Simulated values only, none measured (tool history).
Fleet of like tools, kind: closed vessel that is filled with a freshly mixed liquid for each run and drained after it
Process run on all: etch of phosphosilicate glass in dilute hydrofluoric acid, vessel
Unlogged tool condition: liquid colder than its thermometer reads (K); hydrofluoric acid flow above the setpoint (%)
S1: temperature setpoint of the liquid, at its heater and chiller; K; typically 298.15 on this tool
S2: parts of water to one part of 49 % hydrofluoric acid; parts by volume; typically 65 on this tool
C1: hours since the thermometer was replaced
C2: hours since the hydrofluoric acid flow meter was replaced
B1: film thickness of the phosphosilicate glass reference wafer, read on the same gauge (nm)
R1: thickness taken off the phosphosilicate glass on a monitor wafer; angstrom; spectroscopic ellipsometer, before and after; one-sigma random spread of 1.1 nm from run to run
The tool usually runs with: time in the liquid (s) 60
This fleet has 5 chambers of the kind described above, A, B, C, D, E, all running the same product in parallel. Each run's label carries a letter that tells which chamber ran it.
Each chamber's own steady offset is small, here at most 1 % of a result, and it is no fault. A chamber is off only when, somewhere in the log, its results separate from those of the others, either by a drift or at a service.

run 1C hour=9.9 | S1=298.15 S2=65 time_in_the_liquid_(s)=60 | C1=2020.7 C2=1420.3 | B1=89.987 | R1=1251.1
run 2E hour=19 | S1=298.15 S2=65 time_in_the_liquid_(s)=60 | C1=197.3 C2=647.9 | B1=90.027 | R1=1253
run 3B hour=31.6 | S1=298.15 S2=65 time_in_the_liquid_(s)=60 | C1=2069.2 C2=407.3 | B1=89.966 | R1=1258.5
run 4D hour=42.5 | S1=298.15 S2=65 time_in_the_liquid_(s)=60 | C1=162.1 C2=360.8 | B1=90.003 | R1=1241
run 5A hour=53.2 | S1=298.15 S2=65 time_in_the_liquid_(s)=60 | C1=898.8 C2=731.4 | B1=90.008 | R1=1258.9
run 6A hour=64.9 | S1=298.15 S2=65 time_in_the_liquid_(s)=60 | C1=910.5 C2=743.1 | B1=90.001 | R1=1257.7
run 7D hour=73.8 | S1=298.15 S2=65 time_in_the_liquid_(s)=60 | C1=193.4 C2=392.1 | B1=90.002 | R1=1279.5
-- hour=79.3 chamber C: hydrofluoric acid flow meter replaced
run 8E hour=82.8 | S1=298.15 S2=65 time_in_the_liquid_(s)=60 | C1=261.1 C2=711.7 | B1=89.999 | R1=1235.7
run 9C hour=91.1 | S1=298.15 S2=65 time_in_the_liquid_(s)=60 | C1=2101.9 C2=11.8 | B1=90.007 | R1=1248.5
-- hour=94 chamber B: hydrofluoric acid flow meter replaced
run 10B hour=99.4 | S1=298.15 S2=65 time_in_the_liquid_(s)=60 | C1=2137 C2=5.5 | B1=89.995 | R1=1257
run 11E hour=111.7 | S1=298.15 S2=65 time_in_the_liquid_(s)=60 | C1=290 C2=740.6 | B1=89.989 | R1=1242.9
run 12B hour=122.8 | S1=295.65 S2=85 time_in_the_liquid_(s)=60 | C1=2160.4 C2=28.9 | B1=90.018 | R1=838.9
run 13D hour=133.7 | S1=295.65 S2=85 time_in_the_liquid_(s)=60 | C1=253.3 C2=452 | B1=90.001 | R1=866.06
run 14A hour=140.5 | S1=295.65 S2=85 time_in_the_liquid_(s)=60 | C1=986.1 C2=818.7 | B1=89.972 | R1=849.69
run 15C hour=146.9 | S1=295.65 S2=85 time_in_the_liquid_(s)=60 | C1=2157.7 C2=67.6 | B1=90.006 | R1=852.53
run 16A hour=154.5 | S1=295.65 S2=85 time_in_the_liquid_(s)=60 | C1=1000.1 C2=832.7 | B1=90.001 | R1=841.76
run 17E hour=160.6 | S1=299.65 S2=55 time_in_the_liquid_(s)=60 | C1=338.9 C2=789.5 | B1=89.998 | R1=1575.5
run 18C hour=173.7 | S1=299.65 S2=55 time_in_the_liquid_(s)=60 | C1=2184.5 C2=94.4 | B1=90.039 | R1=1564.6
run 19D hour=183 | S1=299.65 S2=55 time_in_the_liquid_(s)=60 | C1=302.6 C2=501.3 | B1=90.012 | R1=1651.2
run 20B hour=190.4 | S1=299.65 S2=55 time_in_the_liquid_(s)=60 | C1=2228 C2=96.5 | B1=90.011 | R1=1604.5
run 21B hour=200.6 | S1=299.65 S2=55 time_in_the_liquid_(s)=60 | C1=2238.2 C2=106.7 | B1=90.003 | R1=1595.4
run 22A hour=208.2 | S1=298.15 S2=65 time_in_the_liquid_(s)=60 | C1=1053.8 C2=886.4 | B1=89.99 | R1=1265.2
run 23D hour=217.6 | S1=298.15 S2=65 time_in_the_liquid_(s)=60 | C1=337.2 C2=535.9 | B1=90.02 | R1=1315.9
run 24C hour=223.6 | S1=298.15 S2=65 time_in_the_liquid_(s)=60 | C1=2234.4 C2=144.3 | B1=89.989 | R1=1241.9
run 25E hour=230.1 | S1=298.15 S2=65 time_in_the_liquid_(s)=60 | C1=408.4 C2=859 | B1=90 | R1=1260
run 26D hour=239.7 | S1=294.65 S2=65 time_in_the_liquid_(s)=30 | C1=359.3 C2=558 | B1=89.997 | R1=573.42
run 27B hour=248.7 | S1=294.65 S2=65 time_in_the_liquid_(s)=30 | C1=2286.3 C2=154.8 | B1=90.016 | R1=541.7
run 28A hour=256.4 | S1=294.65 S2=65 time_in_the_liquid_(s)=30 | C1=1102 C2=934.6 | B1=89.985 | R1=539.17
run 29E hour=268.8 | S1=294.65 S2=65 time_in_the_liquid_(s)=30 | C1=447.1 C2=897.7 | B1=90.004 | R1=535.35
run 30C hour=277.6 | S1=294.65 S2=65 time_in_the_liquid_(s)=30 | C1=2288.4 C2=198.3 | B1=89.999 | R1=543.1
run 31A hour=287.5 | S1=298.15 S2=65 time_in_the_liquid_(s)=60 | C1=1133.1 C2=965.7 | B1=90.014 | R1=1239.7
run 32C hour=298.4 | S1=298.15 S2=65 time_in_the_liquid_(s)=60 | C1=2309.2 C2=219.1 | B1=90.006 | R1=1257.9
run 33B hour=304.3 | S1=298.15 S2=65 time_in_the_liquid_(s)=60 | C1=2341.9 C2=210.4 | B1=90.024 | R1=1261.7

Predict what each chamber gives when all 5 of them run the settings below next.
run 34A hour=313.8 | S1=298.15 S2=65 time_in_the_liquid_(s)=60 | R1=?
run 34B hour=313.8 | S1=298.15 S2=65 time_in_the_liquid_(s)=60 | R1=?
run 34C hour=313.8 | S1=298.15 S2=65 time_in_the_liquid_(s)=60 | R1=?
run 34D hour=313.8 | S1=298.15 S2=65 time_in_the_liquid_(s)=60 | R1=?
run 34E hour=313.8 | S1=298.15 S2=65 time_in_the_liquid_(s)=60 | R1=?

run=34A R1=1268.6
run=34B R1=1264.9
run=34C R1=1246.6
run=34D R1=1341.5
run=34E R1=1246.2
